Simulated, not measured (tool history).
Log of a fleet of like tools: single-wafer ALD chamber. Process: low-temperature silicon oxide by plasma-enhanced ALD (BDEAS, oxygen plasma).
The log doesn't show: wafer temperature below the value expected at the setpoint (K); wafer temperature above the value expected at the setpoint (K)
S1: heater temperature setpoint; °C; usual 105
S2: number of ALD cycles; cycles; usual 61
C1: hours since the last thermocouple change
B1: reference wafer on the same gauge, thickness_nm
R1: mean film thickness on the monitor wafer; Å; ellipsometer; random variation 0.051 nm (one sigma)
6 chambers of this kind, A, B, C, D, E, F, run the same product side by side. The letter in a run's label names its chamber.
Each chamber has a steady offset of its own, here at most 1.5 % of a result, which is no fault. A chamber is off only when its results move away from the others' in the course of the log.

{"run": "1E", "hour": 3.4, "S1": 105, "S2": 61, "C1": 896.1, "B1": 9.143, "R1": 86.74}
{"run": "2A", "hour": 6.5, "S1": 105, "S2": 61, "C1": 1583.1, "B1": 9.1288, "R1": 85.142}
{"run": "3F", "hour": 9.7, "S1": 105, "S2": 61, "C1": 1084.3, "B1": 9.1394, "R1": 87.365}
{"run": "4D", "hour": 15.4, "S1": 105, "S2": 61, "C1": 106.5, "B1": 9.1348, "R1": 86.14}
{"run": "5C", "hour": 20.1, "S1": 105, "S2": 61, "C1": 2063.2, "B1": 9.1394, "R1": 86.556}
{"run": "6B", "hour": 23.7, "S1": 105, "S2": 61, "C1": 532.2, "B1": 9.1247, "R1": 85.822}
{"run": "7E", "hour": 29.5, "S1": 95, "S2": 61, "C1": 922.2, "B1": 9.14, "R1": 88.729}
{"run": "8A", "hour": 32.9, "S1": 95, "S2": 61, "C1": 1609.5, "B1": 9.1326, "R1": 88.797}
{"run": "9B", "hour": 35.6, "S1": 95, "S2": 61, "C1": 544.1, "B1": 9.1477, "R1": 89.588}
{"run": "10D", "hour": 40.3, "S1": 95, "S2": 61, "C1": 131.4, "B1": 9.1232, "R1": 87.562}
{"run": "11F", "hour": 44.0, "S1": 95, "S2": 61, "C1": 1118.6, "B1": 9.151, "R1": 88.635}
{"run": "12C", "hour": 48.2, "S1": 95, "S2": 61, "C1": 2091.3, "B1": 9.141, "R1": 88.489}
{"run": "13D", "hour": 53.6, "S1": 105, "S2": 61, "C1": 144.7, "B1": 9.1367, "R1": 85.69}
{"run": "14A", "hour": 59.4, "S1": 105, "S2": 61, "C1": 1636.0, "B1": 9.1276, "R1": 85.6}
{"run": "15C", "hour": 62.1, "S1": 105, "S2": 61, "C1": 2105.2, "B1": 9.1488, "R1": 85.655}
{"run": "16F", "hour": 67.9, "S1": 105, "S2": 61, "C1": 1142.5, "B1": 9.1407, "R1": 86.396}
{"run": "17E", "hour": 71.8, "S1": 105, "S2": 61, "C1": 964.5, "B1": 9.1412, "R1": 86.746}
{"hour": 76.0, "done": "chamber C: thermocouple changed; heater temperature recalibrated"}
{"run": "18B", "hour": 77.5, "S1": 105, "S2": 61, "C1": 586.0, "B1": 9.1378, "R1": 86.662}
{"run": "19A", "hour": 83.2, "S1": 93, "S2": 54, "C1": 1659.8, "B1": 9.1305, "R1": 78.222}
{"run": "20E", "hour": 86.0, "S1": 93, "S2": 54, "C1": 978.7, "B1": 9.136, "R1": 80.122}
{"run": "21D", "hour": 89.7, "S1": 93, "S2": 54, "C1": 180.8, "B1": 9.1412, "R1": 80.127}
{"run": "22B", "hour": 93.7, "S1": 93, "S2": 54, "C1": 602.2, "B1": 9.1213, "R1": 79.053}
{"run": "23F", "hour": 98.2, "S1": 93, "S2": 54, "C1": 1172.8, "B1": 9.1544, "R1": 78.152}
{"run": "24C", "hour": 101.5, "S1": 93, "S2": 54, "C1": 25.6, "B1": 9.1384, "R1": 77.996}
{"run": "25B", "hour": 106.9, "S1": 105, "S2": 61, "C1": 615.4, "B1": 9.1438, "R1": 86.422}
{"run": "26A", "hour": 110.3, "S1": 105, "S2": 66, "C1": 1686.9, "B1": 9.1334, "R1": 92.387}
{"run": "27D", "hour": 114.4, "S1": 105, "S2": 66, "C1": 205.5, "B1": 9.1236, "R1": 92.942}
{"run": "28E", "hour": 119.8, "S1": 105, "S2": 66, "C1": 1012.5, "B1": 9.1413, "R1": 92.975}
{"run": "29F", "hour": 125.3, "S1": 105, "S2": 66, "C1": 1199.9, "B1": 9.1334, "R1": 93.499}
{"run": "30C", "hour": 130.3, "S1": 105, "S2": 66, "C1": 54.4, "B1": 9.1337, "R1": 92.704}
{"run": "31D", "hour": 135.7, "S1": 105, "S2": 66, "C1": 226.8, "B1": 9.1446, "R1": 93.809}
{"run": "32E", "hour": 138.8, "S1": 105, "S2": 61, "C1": 1031.5, "B1": 9.132, "R1": 86.533}
{"run": "33C", "hour": 142.5, "S1": 105, "S2": 61, "C1": 66.6, "B1": 9.1395, "R1": 86.921}
{"run": "34A", "hour": 148.2, "S1": 105, "S2": 61, "C1": 1724.8, "B1": 9.1333, "R1": 85.294}
{"run": "35F", "hour": 152.3, "S1": 105, "S2": 61, "C1": 1226.9, "B1": 9.1449, "R1": 86.773}
{"run": "36B", "hour": 155.5, "S1": 118, "S2": 50, "C1": 664.0, "B1": 9.1386, "R1": 70.027}

Is one chamber off against the others, does the gauge drift, or is nothing wrong? If a chamber is off, say which, and what the likeliest cause is.

No chamber stands off beyond its own small offset, and the gauge holds steady.
